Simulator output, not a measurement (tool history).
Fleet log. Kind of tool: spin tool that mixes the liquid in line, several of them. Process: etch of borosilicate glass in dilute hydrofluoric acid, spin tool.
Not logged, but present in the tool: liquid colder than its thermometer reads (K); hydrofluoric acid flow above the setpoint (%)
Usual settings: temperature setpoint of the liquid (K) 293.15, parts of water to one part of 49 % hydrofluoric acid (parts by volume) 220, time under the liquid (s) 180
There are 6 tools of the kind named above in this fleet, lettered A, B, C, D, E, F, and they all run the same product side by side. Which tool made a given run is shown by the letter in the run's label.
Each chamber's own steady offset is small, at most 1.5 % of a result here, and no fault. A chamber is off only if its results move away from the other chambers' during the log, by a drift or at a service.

run,hour,temperature setpoint of the liquid (K),parts of water to one part of 49 % hydrofluoric acid (parts by volume),time under the liquid (s),hours since the thermometer was replaced,hours since the hydrofluoric acid flow meter was replaced,"read-back film thickness of the borosilicate glass reference wafer, read on the same gauge (nm)",thickness taken off the borosilicate glass on a monitor wafer (Å)
1F,6.6,293.15,220,180,1528.9,458,110,203.94
2D,14.8,293.15,220,180,1984.8,166.9,109.99,197.12
3A,20.9,293.15,220,180,765.7,1062.3,110.01,204.09
4C,30.9,293.15,220,180,59.4,1599.4,110.04,203.85
5E,41.6,293.15,220,180,183.7,353.9,109.98,204.28
6B,49.1,293.15,220,180,1063.3,1128.9,109.94,203.95
# hour 51.9: chamber E: hydrofluoric acid flow meter replaced
7B,58.8,293.15,220,180,1073,1138.6,110.01,201.5
8F,66.4,293.15,220,180,1588.7,517.8,109.96,203.08
9A,73.6,293.15,220,180,818.4,1115,109.99,205.09
10D,79.8,295.15,290,180,2049.8,231.9,109.97,150.85
11C,84.7,295.15,290,180,113.2,1653.2,110.01,153.61
12E,94.8,295.15,290,180,236.9,42.9,109.99,151.86
13C,103.3,295.15,290,180,131.8,1671.8,110.03,155.95
14F,114.2,295.15,290,180,1636.5,565.6,109.97,155.68
15A,120.8,295.15,290,180,865.6,1162.2,110,154.53
16E,127.4,293.15,290,180,269.5,75.5,110,143.8
17D,133.9,293.15,290,180,2103.9,286,110.02,142.13
18B,142.1,293.15,290,180,1156.3,1221.9,110,144.76
19F,147.2,293.15,290,180,1669.5,598.6,109.98,143.9
20C,158.1,293.15,290,180,186.6,1726.6,110.02,141.56
21E,167.4,293.15,290,180,309.5,115.5,109.99,143.16
22B,177.3,293.15,220,180,1191.5,1257.1,110.01,202.58
23D,185.4,293.15,220,180,2155.4,337.5,110.02,199.06
24A,194,293.15,220,180,938.8,1235.4,110,203.7
25D,200.2,293.15,220,180,2170.2,352.3,110.02,202.56
26B,206.3,293.15,220,180,1220.5,1286.1,110.01,198.76
# hour 216.3: chamber D: thermometer replaced
27A,217,293.15,220,180,961.8,1258.4,109.98,201.1
28E,224,293.15,220,180,366.1,172.1,110.04,205.11
29F,229.3,293.15,220,180,1751.6,680.7,110.01,204.06
30C,237,293.15,220,180,265.5,1805.5,110.02,202.33
31A,246.5,293.15,220,180,991.3,1287.9,110.03,201.58
32F,252.8,293.15,145,180,1775.1,704.2,110.02,331.19
33D,260.7,293.15,145,180,44.5,412.8,109.99,335.87
34B,268.5,293.15,145,180,1282.7,1348.3,109.99,322.69
35C,277.7,293.15,145,180,306.2,1846.2,109.99,326.91
36E,284.3,293.15,145,180,426.4,232.4,109.96,333
37B,293.4,293.15,145,180,1307.6,1373.2,109.97,318.56
38C,299.8,293.15,220,180,328.3,1868.3,109.98,200.09

Predict what each chamber gives when all 6 of them run the settings below next.
39A,307.6,293.15,135,180,,,,?
39B,307.6,293.15,135,180,,,,?
39C,307.6,293.15,135,180,,,,?
39D,307.6,293.15,135,180,,,,?
39E,307.6,293.15,135,180,,,,?
39F,307.6,293.15,135,180,,,,?

run,thickness taken off the borosilicate glass on a monitor wafer (Å)
39A,361.59
39B,349.74
39C,351.79
39D,369
39E,361.94
39F,361.25
